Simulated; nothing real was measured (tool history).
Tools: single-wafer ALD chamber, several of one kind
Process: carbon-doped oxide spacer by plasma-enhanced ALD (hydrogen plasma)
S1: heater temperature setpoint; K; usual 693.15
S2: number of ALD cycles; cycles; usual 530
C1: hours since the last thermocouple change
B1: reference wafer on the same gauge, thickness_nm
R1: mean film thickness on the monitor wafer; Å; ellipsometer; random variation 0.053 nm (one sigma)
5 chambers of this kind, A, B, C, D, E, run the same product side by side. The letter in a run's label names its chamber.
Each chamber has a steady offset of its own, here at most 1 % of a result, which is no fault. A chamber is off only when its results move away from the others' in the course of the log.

| run | hour | S1 | S2 | C1 | B1 | R1 |
|---|---|---|---|---|---|---|
| 1E | 6 | 693.15 | 530 | 1185.6 | 20.497 | 247.04 |
| 2A | 11.3 | 693.15 | 530 | 994.4 | 20.502 | 249.75 |
| 3B | 15.6 | 693.15 | 530 | 543.3 | 20.5 | 248.19 |
| 4D | 21.5 | 693.15 | 530 | 811.2 | 20.515 | 248.33 |
| 5C | 27.6 | 693.15 | 530 | 634.9 | 20.495 | 249.24 |
| 6D | 35.7 | 693.15 | 530 | 825.4 | 20.502 | 247.3 |
| 7B | 41.8 | 693.15 | 530 | 569.5 | 20.498 | 248.18 |
| 8E | 48.9 | 693.15 | 530 | 1228.5 | 20.492 | 247.23 |
| 9A | 53.5 | 693.15 | 530 | 1036.6 | 20.502 | 250.16 |
| 10C | 61.3 | 707.15 | 446 | 668.6 | 20.496 | 200.65 |
| 11A | 66.8 | 707.15 | 446 | 1049.9 | 20.511 | 200.86 |
| 12B | 71.3 | 707.15 | 446 | 599 | 20.505 | 198.54 |
| 13D | 76.1 | 707.15 | 446 | 865.8 | 20.503 | 198.97 |
| 14E | 83.1 | 707.15 | 446 | 1262.7 | 20.495 | 199.05 |
| 15C | 86.8 | 693.15 | 530 | 694.1 | 20.494 | 248.8 |
| 16E | 93.3 | 693.15 | 530 | 1272.9 | 20.499 | 247.47 |
| 17B | 97.6 | 693.15 | 530 | 625.3 | 20.499 | 246.94 |
| 18C | 103.7 | 693.15 | 530 | 711 | 20.503 | 248.55 |
|  | 106.2 | chamber E: thermocouple changed; heater temperature recalibrated |
| 19D | 107.3 | 693.15 | 530 | 897 | 20.512 | 248.03 |
| 20A | 114.4 | 693.15 | 530 | 1097.5 | 20.496 | 251.06 |
| 21C | 122.2 | 693.15 | 530 | 729.5 | 20.497 | 249.14 |
| 22A | 127.3 | 693.15 | 530 | 1110.4 | 20.505 | 249.91 |
| 23B | 131.5 | 693.15 | 436 | 659.2 | 20.501 | 203.87 |
| 24D | 136.4 | 693.15 | 436 | 926.1 | 20.501 | 203.72 |
| 25E | 143 | 693.15 | 436 | 36.9 | 20.508 | 203.58 |
| 26E | 148.3 | 693.15 | 436 | 42.2 | 20.491 | 203.41 |
| 27C | 155.7 | 693.15 | 436 | 763 | 20.496 | 206.39 |
| 28A | 163.2 | 693.15 | 530 | 1146.3 | 20.497 | 249.75 |
| 29D | 168.2 | 693.15 | 530 | 957.9 | 20.516 | 247.58 |
| 30B | 173.1 | 693.15 | 530 | 700.8 | 20.495 | 247.93 |
| 31C | 180.9 | 693.15 | 530 | 788.2 | 20.505 | 251.47 |
| 32E | 185.6 | 702.15 | 530 | 79.5 | 20.504 | 239.62 |
| 33B | 190 | 702.15 | 530 | 717.7 | 20.493 | 240.28 |
| 34A | 197 | 702.15 | 530 | 1180.1 | 20.5 | 243.43 |
| 35D | 202.8 | 702.15 | 530 | 992.5 | 20.49 | 241.01 |
| 36C | 210.2 | 702.15 | 530 | 817.5 | 20.497 | 244.3 |
| 37B | 216.3 | 693.15 | 615 | 744 | 20.511 | 287.52 |
| 38A | 220.1 | 693.15 | 615 | 1203.2 | 20.499 | 289.21 |
| 39E | 226.8 | 693.15 | 615 | 120.7 | 20.506 | 286.06 |
| 40D | 233.9 | 693.15 | 615 | 1023.6 | 20.497 | 287.85 |

All 5 chambers run these settings next. Forecast each chamber's results:
| 41A | 239.8 | 684.15 | 530 |  |  | ? |
| 41B | 239.8 | 684.15 | 530 |  |  | ? |
| 41C | 239.8 | 684.15 | 530 |  |  | ? |
| 41D | 239.8 | 684.15 | 530 |  |  | ? |
| 41E | 239.8 | 684.15 | 530 |  |  | ? |

| run | R1 |
|---|---|
| 41A | 256.71 |
| 41B | 254.18 |
| 41C | 261.03 |
| 41D | 255.12 |
| 41E | 254.53 |

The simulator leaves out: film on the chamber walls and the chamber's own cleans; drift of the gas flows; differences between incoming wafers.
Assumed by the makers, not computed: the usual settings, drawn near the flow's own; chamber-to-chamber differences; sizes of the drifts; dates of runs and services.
